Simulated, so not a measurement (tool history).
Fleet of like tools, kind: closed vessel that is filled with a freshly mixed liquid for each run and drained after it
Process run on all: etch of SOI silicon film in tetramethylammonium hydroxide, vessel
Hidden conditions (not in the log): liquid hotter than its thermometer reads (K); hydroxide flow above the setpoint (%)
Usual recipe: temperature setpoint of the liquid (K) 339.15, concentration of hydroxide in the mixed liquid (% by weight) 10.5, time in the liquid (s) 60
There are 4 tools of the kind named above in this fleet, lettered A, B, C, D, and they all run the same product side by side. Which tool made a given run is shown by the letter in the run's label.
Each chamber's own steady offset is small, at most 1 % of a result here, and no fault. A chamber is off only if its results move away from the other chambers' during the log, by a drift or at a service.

run,hour,temperature setpoint of the liquid (K),concentration of hydroxide in the mixed liquid (% by weight),time in the liquid (s),hours since the thermometer was replaced,hours since the hydroxide flow meter was replaced,"read-back film thickness of the SOI silicon film reference wafer, read on the same gauge (nm)",thickness taken off the SOI silicon film on a monitor wafer (nm)
1D,9.0,339.15,10.5,60,1503.0,187.2,150.01,320.64
2C,18.3,339.15,10.5,60,77.8,121.9,150.04,315.36
# hour 22.4: chamber A: hydroxide flow meter replaced
3B,25.8,339.15,10.5,60,504.0,2072.4,149.98,315.48
4A,35.4,339.15,10.5,60,1388.4,13.0,150.03,313.62
5C,45.0,336.15,10.5,45,104.5,148.6,150.03,196.33
6A,52.1,336.15,10.5,45,1405.1,29.7,149.97,197.44
7D,57.4,336.15,10.5,45,1551.4,235.6,150.05,201.30
8B,66.1,336.15,10.5,45,544.3,2112.7,150.02,197.73
# hour 71.4: chamber B: hydroxide flow meter replaced
9D,74.6,339.15,10.5,60,1568.6,252.8,150.00,321.15
10C,83.0,339.15,10.5,60,142.5,186.6,149.99,317.08
11B,91.2,339.15,10.5,60,569.4,19.8,149.99,315.19
12A,96.3,339.15,10.5,60,1449.3,73.9,149.97,318.56
13C,104.8,339.15,10.5,60,164.3,208.4,150.01,316.88
14D,112.1,339.15,10.5,60,1606.1,290.3,150.03,318.73
15B,120.1,339.15,10.5,60,598.3,48.7,149.96,314.95
16A,128.0,339.15,10.5,60,1481.0,105.6,149.96,319.13
17C,133.4,339.15,10.5,60,192.9,237.0,150.01,315.07
18D,139.7,339.15,10.5,60,1633.7,317.9,150.04,317.43
19A,147.9,339.15,8.0,40,1500.9,125.5,149.93,234.77
20B,156.9,339.15,8.0,40,635.1,85.5,150.01,231.83
21C,166.0,339.15,8.0,40,225.5,269.6,150.00,231.62
22B,171.0,339.15,8.0,40,649.2,99.6,150.03,229.57
23D,180.2,334.15,10.5,35,1674.2,358.4,149.99,136.90
24A,184.8,334.15,10.5,35,1537.8,162.4,150.00,138.19
25B,193.3,334.15,10.5,35,671.5,121.9,150.03,135.13
26A,202.6,334.15,10.5,35,1555.6,180.2,149.97,137.16
27C,211.4,339.15,10.5,60,270.9,315.0,150.02,314.56
28D,217.5,339.15,10.5,60,1711.5,395.7,149.99,318.47
29B,223.7,339.15,10.5,60,701.9,152.3,149.99,314.57
30C,230.9,339.15,10.5,60,290.4,334.5,149.99,315.15
31D,238.4,339.15,10.5,60,1732.4,416.6,150.04,316.90
32A,245.4,339.15,10.5,60,1598.4,223.0,150.00,318.56
33C,251.9,339.15,10.5,60,311.4,355.5,150.02,313.42
34A,258.6,339.15,10.5,60,1611.6,236.2,149.99,320.53
35B,265.9,339.15,10.5,60,744.1,194.5,149.97,315.54
36D,271.0,339.15,10.5,60,1765.0,449.2,150.01,321.41
37A,276.1,339.15,10.5,60,1629.1,253.7,149.97,328.18

All 4 chambers run these settings next. Forecast each chamber's results:
38A,283.1,339.15,10.5,60,,,,?
38B,283.1,339.15,10.5,60,,,,?
38C,283.1,339.15,10.5,60,,,,?
38D,283.1,339.15,10.5,60,,,,?

run,thickness taken off the SOI silicon film on a monitor wafer (nm)
38A,325.76
38B,317.34
38C,313.42
38D,317.64
